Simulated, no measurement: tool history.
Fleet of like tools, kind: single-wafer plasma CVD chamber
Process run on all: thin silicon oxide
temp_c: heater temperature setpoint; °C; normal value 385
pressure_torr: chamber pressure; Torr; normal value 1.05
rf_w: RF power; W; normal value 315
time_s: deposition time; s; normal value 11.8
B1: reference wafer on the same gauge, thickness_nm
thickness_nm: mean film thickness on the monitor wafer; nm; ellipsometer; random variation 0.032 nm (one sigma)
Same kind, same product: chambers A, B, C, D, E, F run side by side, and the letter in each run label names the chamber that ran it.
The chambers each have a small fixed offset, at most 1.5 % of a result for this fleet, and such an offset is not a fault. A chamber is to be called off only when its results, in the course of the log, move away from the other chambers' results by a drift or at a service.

{"run": "1E", "hour": 12.0, "temp_c": 385, "pressure_torr": 1.05, "rf_w": 315, "time_s": 11.8, "B1": 28.307, "thickness_nm": 27.925}
{"run": "2F", "hour": 21.2, "temp_c": 385, "pressure_torr": 1.05, "rf_w": 315, "time_s": 11.8, "B1": 28.314, "thickness_nm": 27.485}
{"run": "3C", "hour": 29.9, "temp_c": 385, "pressure_torr": 1.05, "rf_w": 315, "time_s": 11.8, "B1": 28.308, "thickness_nm": 27.973}
{"run": "4A", "hour": 37.4, "temp_c": 385, "pressure_torr": 1.05, "rf_w": 315, "time_s": 11.8, "B1": 28.321, "thickness_nm": 27.524}
{"hour": 39.7, "done": "chamber D: capacitance manometer re-zeroed and calibrated"}
{"hour": 44.3, "done": "chamber F: thermocouple changed; heater temperature recalibrated"}
{"run": "5B", "hour": 48.0, "temp_c": 385, "pressure_torr": 1.28, "rf_w": 315, "time_s": 11.8, "B1": 28.317, "thickness_nm": 31.304}
{"run": "6D", "hour": 61.1, "temp_c": 385, "pressure_torr": 1.28, "rf_w": 315, "time_s": 11.8, "B1": 28.323, "thickness_nm": 31.143}
{"run": "7E", "hour": 69.8, "temp_c": 385, "pressure_torr": 1.28, "rf_w": 315, "time_s": 11.8, "B1": 28.317, "thickness_nm": 31.43}
{"run": "8A", "hour": 82.7, "temp_c": 385, "pressure_torr": 1.28, "rf_w": 315, "time_s": 11.8, "B1": 28.325, "thickness_nm": 31.04}
{"run": "9F", "hour": 95.1, "temp_c": 385, "pressure_torr": 1.28, "rf_w": 315, "time_s": 11.8, "B1": 28.324, "thickness_nm": 30.846}
{"run": "10B", "hour": 104.6, "temp_c": 385, "pressure_torr": 1.28, "rf_w": 315, "time_s": 11.8, "B1": 28.333, "thickness_nm": 31.41}
{"run": "11C", "hour": 117.5, "temp_c": 385, "pressure_torr": 1.05, "rf_w": 315, "time_s": 11.8, "B1": 28.347, "thickness_nm": 27.988}
{"run": "12D", "hour": 126.1, "temp_c": 385, "pressure_torr": 1.05, "rf_w": 315, "time_s": 11.8, "B1": 28.336, "thickness_nm": 27.841}
{"run": "13F", "hour": 139.9, "temp_c": 385, "pressure_torr": 1.05, "rf_w": 315, "time_s": 11.8, "B1": 28.349, "thickness_nm": 27.454}
{"hour": 144.3, "done": "chamber D: RF generator calibrated"}
{"run": "14A", "hour": 153.2, "temp_c": 385, "pressure_torr": 1.05, "rf_w": 315, "time_s": 11.8, "B1": 28.34, "thickness_nm": 27.641}
{"run": "15E", "hour": 161.0, "temp_c": 373, "pressure_torr": 1.05, "rf_w": 315, "time_s": 11.8, "B1": 28.353, "thickness_nm": 28.167}
{"run": "16C", "hour": 174.5, "temp_c": 373, "pressure_torr": 1.05, "rf_w": 315, "time_s": 11.8, "B1": 28.349, "thickness_nm": 28.229}
{"run": "17D", "hour": 185.8, "temp_c": 373, "pressure_torr": 1.05, "rf_w": 315, "time_s": 11.8, "B1": 28.357, "thickness_nm": 28.109}
{"run": "18B", "hour": 194.2, "temp_c": 373, "pressure_torr": 1.05, "rf_w": 315, "time_s": 11.8, "B1": 28.349, "thickness_nm": 28.27}
{"run": "19D", "hour": 204.8, "temp_c": 373, "pressure_torr": 1.05, "rf_w": 315, "time_s": 11.8, "B1": 28.358, "thickness_nm": 28.079}
{"run": "20E", "hour": 218.2, "temp_c": 373, "pressure_torr": 1.05, "rf_w": 315, "time_s": 11.8, "B1": 28.366, "thickness_nm": 28.18}
{"run": "21F", "hour": 225.4, "temp_c": 385, "pressure_torr": 1.05, "rf_w": 315, "time_s": 11.8, "B1": 28.37, "thickness_nm": 27.576}
{"run": "22C", "hour": 237.1, "temp_c": 385, "pressure_torr": 0.87, "rf_w": 315, "time_s": 11.8, "B1": 28.373, "thickness_nm": 24.17}
{"run": "23A", "hour": 246.3, "temp_c": 385, "pressure_torr": 0.87, "rf_w": 315, "time_s": 11.8, "B1": 28.369, "thickness_nm": 23.816}
{"run": "24B", "hour": 258.0, "temp_c": 385, "pressure_torr": 0.87, "rf_w": 315, "time_s": 11.8, "B1": 28.38, "thickness_nm": 24.183}
{"run": "25B", "hour": 266.5, "temp_c": 385, "pressure_torr": 0.87, "rf_w": 315, "time_s": 11.8, "B1": 28.378, "thickness_nm": 24.211}
{"run": "26A", "hour": 273.4, "temp_c": 385, "pressure_torr": 0.87, "rf_w": 315, "time_s": 11.8, "B1": 28.38, "thickness_nm": 23.852}
{"run": "27E", "hour": 283.9, "temp_c": 385, "pressure_torr": 0.87, "rf_w": 315, "time_s": 11.8, "B1": 28.385, "thickness_nm": 24.091}
{"run": "28D", "hour": 294.2, "temp_c": 385, "pressure_torr": 1.05, "rf_w": 315, "time_s": 11.8, "B1": 28.385, "thickness_nm": 27.841}
{"hour": 294.5, "done": "chamber F: RF generator calibrated"}
{"run": "29C", "hour": 300.6, "temp_c": 374, "pressure_torr": 1.05, "rf_w": 335, "time_s": 11.8, "B1": 28.391, "thickness_nm": 28.905}
{"run": "30F", "hour": 312.4, "temp_c": 374, "pressure_torr": 1.05, "rf_w": 335, "time_s": 11.8, "B1": 28.386, "thickness_nm": 28.493}
{"run": "31B", "hour": 323.2, "temp_c": 374, "pressure_torr": 1.05, "rf_w": 335, "time_s": 11.8, "B1": 28.396, "thickness_nm": 28.915}
{"run": "32F", "hour": 330.2, "temp_c": 374, "pressure_torr": 1.05, "rf_w": 335, "time_s": 11.8, "B1": 28.399, "thickness_nm": 28.506}
{"run": "33D", "hour": 338.2, "temp_c": 374, "pressure_torr": 1.05, "rf_w": 335, "time_s": 11.8, "B1": 28.408, "thickness_nm": 28.795}
{"run": "34E", "hour": 345.9, "temp_c": 374, "pressure_torr": 1.05, "rf_w": 335, "time_s": 11.8, "B1": 28.4, "thickness_nm": 28.861}
{"hour": 352.4, "done": "chamber B: thermocouple changed; heater temperature recalibrated"}
{"run": "35C", "hour": 354.2, "temp_c": 385, "pressure_torr": 1.05, "rf_w": 315, "time_s": 11.8, "B1": 28.401, "thickness_nm": 27.989}
{"run": "36A", "hour": 362.2, "temp_c": 390, "pressure_torr": 1.05, "rf_w": 315, "time_s": 13.7, "B1": 28.403, "thickness_nm": 32.027}
{"hour": 365.7, "done": "chamber E: capacitance manometer re-zeroed and calibrated"}
{"run": "37F", "hour": 369.0, "temp_c": 390, "pressure_torr": 1.05, "rf_w": 315, "time_s": 13.7, "B1": 28.407, "thickness_nm": 31.948}
{"run": "38B", "hour": 375.3, "temp_c": 390, "pressure_torr": 1.05, "rf_w": 315, "time_s": 13.7, "B1": 28.41, "thickness_nm": 32.451}
{"run": "39C", "hour": 386.6, "temp_c": 390, "pressure_torr": 1.05, "rf_w": 315, "time_s": 13.7, "B1": 28.414, "thickness_nm": 32.498}
{"run": "40E", "hour": 399.6, "temp_c": 390, "pressure_torr": 1.05, "rf_w": 315, "time_s": 13.7, "B1": 28.427, "thickness_nm": 32.413}
{"run": "41A", "hour": 410.7, "temp_c": 390, "pressure_torr": 1.05, "rf_w": 315, "time_s": 13.7, "B1": 28.434, "thickness_nm": 31.986}
{"run": "42D", "hour": 419.4, "temp_c": 385, "pressure_torr": 1.05, "rf_w": 315, "time_s": 11.8, "B1": 28.422, "thickness_nm": 27.949}
{"run": "43F", "hour": 426.8, "temp_c": 385, "pressure_torr": 1.05, "rf_w": 315, "time_s": 11.8, "B1": 28.426, "thickness_nm": 27.662}
{"run": "44A", "hour": 437.6, "temp_c": 385, "pressure_torr": 1.05, "rf_w": 315, "time_s": 11.8, "B1": 28.429, "thickness_nm": 27.684}

One chamber off, gauge drift, or nothing amiss beyond the chambers' own small offsets? If it is a chamber, which one, and what is the likeliest cause?

The gauge drifts, so all chambers seem to drift together. No chamber is off.
Cause: gauge reads high (%) = 0.473.
